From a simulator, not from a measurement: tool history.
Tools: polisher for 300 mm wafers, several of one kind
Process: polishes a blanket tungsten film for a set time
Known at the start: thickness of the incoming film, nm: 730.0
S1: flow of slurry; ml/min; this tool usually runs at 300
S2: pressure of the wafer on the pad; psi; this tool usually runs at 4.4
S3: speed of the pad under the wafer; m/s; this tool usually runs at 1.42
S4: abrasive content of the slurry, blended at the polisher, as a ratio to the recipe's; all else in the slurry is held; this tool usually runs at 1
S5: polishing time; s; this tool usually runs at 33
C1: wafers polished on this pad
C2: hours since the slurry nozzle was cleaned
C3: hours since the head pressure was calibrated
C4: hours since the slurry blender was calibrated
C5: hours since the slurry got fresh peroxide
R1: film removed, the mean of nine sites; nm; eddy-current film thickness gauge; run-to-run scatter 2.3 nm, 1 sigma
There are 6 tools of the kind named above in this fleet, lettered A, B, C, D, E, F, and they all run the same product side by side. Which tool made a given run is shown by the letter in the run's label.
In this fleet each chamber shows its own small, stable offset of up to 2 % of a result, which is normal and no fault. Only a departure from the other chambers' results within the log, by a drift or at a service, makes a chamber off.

run   hour   S1   S2    S3  S4  S5    C1     C2      C3     C4     C5      R1
       0.1  -- chamber A: slurry tank refilled with fresh slurry and peroxide
 1E    7.4  300  4.4  1.42   1  33   765   96.9   235.8  360.5   89.1  225.04
      18.7  -- chamber B: worn pad replaced by a new one
 2D   20.1  300  4.4  1.42   1  33   703   29.4   497.8   82.8  117.1  226.21
 3C   32.3  300  4.4  1.42   1  33   560  189.8   148.0   92.7  136.0  226.42
      33.7  -- chamber E: slurry tank refilled with fresh slurry and peroxide
      38.5  -- chamber E: worn pad replaced by a new one
 4F   38.9  300  4.4  1.42   1  33  1342  281.1   827.6  216.3   47.1  224.25
      39.1  -- chamber F: slurry blender recalibrated
      39.3  -- chamber C: slurry tank refilled with fresh slurry and peroxide
      42.4  -- chamber F: worn pad replaced by a new one
      47.0  -- chamber A: worn pad replaced by a new one
 5A   48.9  300  4.4  1.42   1  33    31  219.4   309.0  373.9   48.8  222.69
      51.0  -- chamber B: slurry blender recalibrated
 6B   55.4  300  4.4  0.98   1  33   602  327.2   415.7    4.4  164.4  155.19
      55.7  -- chamber D: worn pad replaced by a new one
 7B   66.0  300  4.4  0.98   1  33   775  337.8   426.3   15.0  175.0  154.87
      66.7  -- chamber E: slurry blender recalibrated
 8F   73.2  300  4.4  0.98   1  33   504  315.4   861.9   34.1   81.4  157.52
      80.9  -- chamber F: slurry tank refilled with fresh slurry and peroxide
      81.2  -- chamber C: worn pad replaced by a new one
      81.3  -- chamber D: slurry tank refilled with fresh slurry and peroxide
 9A   84.6  300  4.4  0.98   1  33   615  255.1   344.7  409.6   84.5  153.24
      87.4  -- chamber C: slurry nozzle cleaned
10E   92.4  300  4.4  0.98   1  33   883  181.9   320.8   25.7   58.7  153.36
      93.5  -- chamber C: slurry blender recalibrated
      99.1  -- chamber B: worn pad replaced by a new one
11D  104.9  300  4.4  0.98   1  33   806  114.2   582.6  167.6   23.7  155.98
     108.1  -- chamber A: slurry blender recalibrated
     112.5  -- chamber A: slurry nozzle cleaned
12C  113.9  300  4.4  1.42   1  33   536   26.5   229.6   20.4   74.6  227.16
     116.7  -- chamber E: worn pad replaced by a new one
     118.8  -- chamber D: slurry blender recalibrated
     120.0  -- chamber F: worn pad replaced by a new one
13F  124.0  300  4.4  1.42   1  33    66  366.2   912.7   84.9   43.1  228.30
     125.0  -- chamber A: worn pad replaced by a new one
     126.7  -- chamber A: slurry tank refilled with fresh slurry and peroxide
14C  132.8  300  4.4  1.42   1  33   846   45.4   248.5   39.3   93.5  228.39
     140.4  -- chamber D: worn pad replaced by a new one
15E  144.6  300  3.7  1.42   1  41   458  234.1   373.0   77.9  110.9  234.03
     149.2  -- chamber D: head pressure recalibrated
16A  151.8  300  3.7  1.42   1  41   439   39.4   411.9   43.7   25.2  238.07
     156.0  -- chamber E: slurry tank refilled with fresh slurry and peroxide
17D  163.1  300  3.7  1.42   1  41   372  172.4    13.9   44.4   81.9  231.82
     165.1  -- chamber F: slurry tank refilled with fresh slurry and peroxide
     172.4  -- chamber C: worn pad replaced by a new one
18B  176.1  300  3.7  1.42   1  41  1261  447.9   536.4  125.1  285.1  229.42
19E  187.2  300  3.7  1.42   1  41  1156  276.7   415.6  120.5   31.2  238.39
     189.6  -- chamber B: worn pad replaced by a new one
     194.8  -- chamber C: slurry tank refilled with fresh slurry and peroxide
     196.1  -- chamber F: worn pad replaced by a new one
     198.2  -- chamber E: worn pad replaced by a new one
20A  200.9  300  3.7  1.42   1  41  1243   88.5   461.0   92.8   74.3  231.88
21C  211.2  300  4.4  1.42   1  33   636  123.8   326.9  117.7   16.4  226.63
     221.7  -- chamber A: worn pad replaced by a new one
22D  226.1  300  4.4  1.42   1  33  1404  235.4    76.9  107.4  144.9  222.42
     230.5  -- chamber B: slurry nozzle cleaned
     231.7  -- chamber E: slurry nozzle cleaned
     234.6  -- chamber D: slurry tank refilled with fresh slurry and peroxide
     236.0  -- chamber F: slurry blender recalibrated
     236.9  -- chamber F: slurry nozzle cleaned
     237.5  -- chamber D: worn pad replaced by a new one
23B  238.5  300  4.4  1.42   1  33   802    8.1   598.8  187.5  347.5  219.42
     241.5  -- chamber B: slurry blender recalibrated
     247.1  -- chamber A: slurry tank refilled with fresh slurry and peroxide
24F  249.2  300  4.4  1.42   1  33   870   12.3  1037.9   13.3   84.2  230.95
     252.5  -- chamber C: worn pad replaced by a new one
25F  256.2  300  4.4  1.42   1  33   984   19.3  1044.9   20.3   91.2  229.03
     260.8  -- chamber F: slurry tank refilled with fresh slurry and peroxide
     265.4  -- chamber B: worn pad replaced by a new one
     265.7  -- chamber E: head pressure recalibrated
     267.8  -- chamber C: slurry blender recalibrated
26E  269.1  300  4.4  1.42   1  33  1161   37.5     3.4  202.4  113.1  223.91
27A  277.4  300  4.4  1.42   1  33   913  165.0   537.5  169.3   30.3  225.86
     278.0  -- chamber E: slurry tank refilled with fresh slurry and peroxide
     280.8  -- chamber E: worn pad replaced by a new one
     288.8  -- chamber F: worn pad replaced by a new one
28D  290.1  300  4.4  1.42   1  33   862  299.4   140.9  171.4   55.6  221.02
     295.2  -- chamber A: worn pad replaced by a new one
29B  300.0  300  4.4  1.42   1  33   567   69.6   660.3   58.6  409.0  217.02
30C  309.9  385  4.4  1.42   1  33   941  222.5   425.6   42.1  115.1  226.81
     314.6  -- chamber D: slurry blender recalibrated
     317.3  -- chamber D: worn pad replaced by a new one
31C  324.5  385  4.4  1.42   1  33  1180  237.1   440.2   56.7  129.7  227.28
     326.9  -- chamber C: slurry tank refilled with fresh slurry and peroxide
     331.1  -- chamber C: worn pad replaced by a new one
32E  336.3  385  4.4  1.42   1  33   909  104.7    70.6  269.6   58.3  236.42
33F  343.7  385  4.4  1.42   1  33   899  106.8  1132.4  107.8   83.0  235.76
     347.2  -- chamber B: worn pad replaced by a new one
34D  353.1  385  4.4  1.42   1  33   587  362.4   203.9   38.5  118.6  229.16
     357.3  -- chamber E: worn pad replaced by a new one
35A  363.3  385  4.4  1.42   1  33  1115  250.9   623.4  255.2  116.2  226.56
36B  375.8  300  4.4  1.42   1  33   469  145.4   736.1  134.4  484.8  209.63
     378.1  -- chamber C: slurry nozzle cleaned
     379.2  -- chamber E: slurry tank refilled with fresh slurry and peroxide
     380.3  -- chamber A: slurry tank refilled with fresh slurry and peroxide
37D  385.8  300  4.4  1.42   1  33  1123  395.1   236.6   71.2  151.3  223.86
     390.1  -- chamber A: worn pad replaced by a new one
     392.1  -- chamber B: slurry blender recalibrated
38A  400.4  300  4.4  1.42   1  33   169  288.0   660.5  292.3   20.2  225.02
39B  411.2  300  4.4  1.42   1  33  1049  180.8   771.5   19.2  520.2  202.84
     412.8  -- chamber C: slurry blender recalibrated
40C  419.4  300  4.4  1.42   1  33  1446   41.3   535.1    6.7   92.6  223.99
41E  432.1  220  5.2  1.42   1  33  1226  200.5   166.4  365.4   52.9  258.49

Is one chamber off against the others, does the gauge drift, or is nothing wrong? If a chamber is off, say which, and what the likeliest cause is.

It is chamber B that slowly wanders off from its peers.
Cause: peroxide lost from the slurry, % = 25.2.
With only this log, it may be confused with: head's pressure below its setpoint, %.

Here are 4 candidates for chamber B's next run, each the usual settings with a change, their results left as question marks. Which one brings its results back in line with what the others give on the usual settings?
Maximum distance from the other chambers' mean on the usual settings for a result to count as in line: R1 7.90 nm
42B-1  442.8  300  4.5  1.42   1  34                       ?
42B-2  442.8  300  4.6  1.42   1  35                       ?
42B-3  442.8  300  4.2  1.42   1  33                       ?
42B-4  442.8  295  4.4  1.28   1  33                       ?

The other chambers' mean on the usual settings: R1 225.17 nm
  run      R1
42B-1  214.32
42B-2  225.60
42B-3  193.95
42B-4  183.11
The right change is 42B-2: it brings the chamber back within the allowed miss of the others.
